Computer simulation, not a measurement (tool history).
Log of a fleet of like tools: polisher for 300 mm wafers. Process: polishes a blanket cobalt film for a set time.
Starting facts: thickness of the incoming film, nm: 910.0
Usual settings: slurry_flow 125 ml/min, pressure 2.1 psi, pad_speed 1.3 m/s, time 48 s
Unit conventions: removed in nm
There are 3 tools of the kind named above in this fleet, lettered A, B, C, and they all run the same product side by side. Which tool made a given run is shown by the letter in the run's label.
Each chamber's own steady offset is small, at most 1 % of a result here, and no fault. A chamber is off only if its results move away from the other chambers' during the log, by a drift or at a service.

| run | hour | slurry_flow | pressure | pad_speed | time | wafers polished on this pad | hours since the slurry nozzle was cleaned | hours since the head pressure was calibrated | removed |
|---|---|---|---|---|---|---|---|---|---|
| 1C | 9.1 | 125 | 2.1 | 1.3 | 48 | 427 | 51.6 | 102.7 | 313.05 |
| 2A | 18.0 | 125 | 2.1 | 1.3 | 48 | 889 | 372.8 | 472.4 | 310.39 |
|  | 26.1 | chamber A: worn pad replaced by a new one |
| 3B | 28.2 | 125 | 2.1 | 1.3 | 48 | 726 | 438.3 | 342.2 | 308.69 |
| 4A | 34.6 | 125 | 2.1 | 1.3 | 48 | 146 | 389.4 | 489.0 | 310.27 |
|  | 38.2 | chamber B: slurry nozzle cleaned |
|  | 42.5 | chamber C: worn pad replaced by a new one |
| 5B | 47.9 | 125 | 2.1 | 1.3 | 61 | 1062 | 9.7 | 361.9 | 394.30 |
| 6C | 54.3 | 125 | 2.1 | 1.3 | 61 | 202 | 96.8 | 147.9 | 402.96 |
| 7A | 60.1 | 125 | 2.1 | 1.3 | 61 | 580 | 414.9 | 514.5 | 384.97 |
| 8C | 69.9 | 125 | 2.1 | 1.3 | 48 | 468 | 112.4 | 163.5 | 310.36 |
|  | 80.0 | chamber A: worn pad replaced by a new one |
| 9B | 81.8 | 125 | 2.1 | 1.3 | 48 | 1639 | 43.6 | 395.8 | 305.48 |
| 10C | 87.9 | 125 | 2.1 | 1.3 | 48 | 774 | 130.4 | 181.5 | 314.33 |
| 11B | 94.1 | 125 | 2.1 | 1.3 | 48 | 1849 | 55.9 | 408.1 | 306.65 |
|  | 97.0 | chamber A: slurry nozzle cleaned |
| 12A | 106.7 | 125 | 2.1 | 1.3 | 48 | 455 | 9.7 | 561.1 | 314.70 |
|  | 110.9 | chamber C: worn pad replaced by a new one |
| 13C | 117.4 | 125 | 2.1 | 1.3 | 48 | 112 | 159.9 | 211.0 | 310.21 |
| 14B | 126.4 | 125 | 2.1 | 1.3 | 48 | 2399 | 88.2 | 440.4 | 301.70 |
| 15A | 138.2 | 125 | 2.1 | 1.3 | 48 | 991 | 41.2 | 592.6 | 309.37 |
|  | 145.0 | chamber A: worn pad replaced by a new one |
| 16A | 146.1 | 125 | 1.6 | 1.3 | 48 | 19 | 49.1 | 600.5 | 235.48 |
| 17B | 155.6 | 125 | 1.6 | 1.3 | 48 | 2896 | 117.4 | 469.6 | 229.03 |
| 18C | 161.4 | 125 | 1.6 | 1.3 | 48 | 861 | 203.9 | 255.0 | 239.53 |
|  | 163.0 | chamber C: worn pad replaced by a new one |
| 19A | 167.5 | 125 | 2.1 | 1.3 | 48 | 384 | 70.5 | 621.9 | 312.24 |
| 20B | 176.0 | 125 | 2.1 | 1.3 | 48 | 3243 | 137.8 | 490.0 | 297.42 |
| 21C | 182.4 | 125 | 2.1 | 1.3 | 48 | 331 | 224.9 | 276.0 | 310.83 |
| 22C | 194.0 | 125 | 2.1 | 1.3 | 48 | 528 | 236.5 | 287.6 | 307.80 |
|  | 200.1 | chamber A: worn pad replaced by a new one |
| 23B | 205.8 | 125 | 2.1 | 1.3 | 48 | 3751 | 167.6 | 519.8 | 294.04 |
| 24A | 218.8 | 125 | 2.1 | 1.3 | 36 | 320 | 121.8 | 673.2 | 230.94 |
|  | 229.0 | chamber C: worn pad replaced by a new one |
| 25B | 229.5 | 125 | 2.1 | 1.3 | 36 | 4155 | 191.3 | 543.5 | 217.27 |
| 26A | 241.7 | 125 | 2.1 | 1.3 | 36 | 710 | 144.7 | 696.1 | 230.80 |
| 27C | 247.6 | 125 | 2.1 | 1.3 | 48 | 318 | 290.1 | 341.2 | 311.98 |
|  | 257.1 | chamber A: worn pad replaced by a new one |
| 28C | 257.5 | 125 | 2.1 | 1.3 | 48 | 486 | 300.0 | 351.1 | 305.22 |
| 29A | 265.0 | 145 | 2.1 | 1.3 | 55 | 135 | 168.0 | 719.4 | 367.87 |
| 30B | 272.6 | 145 | 2.1 | 1.3 | 55 | 4889 | 234.4 | 586.6 | 333.07 |
| 31C | 284.4 | 145 | 2.1 | 1.3 | 55 | 944 | 326.9 | 378.0 | 366.29 |
| 32B | 292.9 | 125 | 2.1 | 1.3 | 48 | 5234 | 254.7 | 606.9 | 282.94 |
| 33A | 299.0 | 125 | 2.7 | 1.3 | 57 | 714 | 202.0 | 753.4 | 474.98 |

Read the log: is a single chamber off, either drifting away or since a service, is the gauge that measures every chamber drifting, or is nothing wrong beyond small per-chamber offsets? Name any odd chamber and what most likely caused it.

Chamber B drifts away from the others.
Most likely cause: removal rate lost through wear of the pad, % = 10.4.
The log might look much the same if the cause were instead: slurry flow missing at the pad, %; head's pressure below its setpoint, %.

Here are 4 candidates for chamber B's next run, each the usual settings with a change, their results left as question marks. Which one brings its results back in line with what the others give on the usual settings?
To be in line, a result may differ from the other chambers' mean on the usual settings by at most: removed 8.70 nm
| 34B-1 | 308.6 | 125 | 2.0 | 1.26 | 47 |  |  |  | ? |
| 34B-2 | 308.6 | 125 | 2.0 | 1.20 | 44 |  |  |  | ? |
| 34B-3 | 308.6 | 125 | 2.2 | 1.34 | 50 |  |  |  | ? |
| 34B-4 | 308.6 | 125 | 2.3 | 1.46 | 48 |  |  |  | ? |

Average result of the remaining chambers running the usual settings: removed 310.21 nm
| run | removed |
|---|---|
| 34B-1 | 250.83 |
| 34B-2 | 223.46 |
| 34B-3 | 312.80 |
| 34B-4 | 342.63 |
34B-3 brings the chamber back in line.

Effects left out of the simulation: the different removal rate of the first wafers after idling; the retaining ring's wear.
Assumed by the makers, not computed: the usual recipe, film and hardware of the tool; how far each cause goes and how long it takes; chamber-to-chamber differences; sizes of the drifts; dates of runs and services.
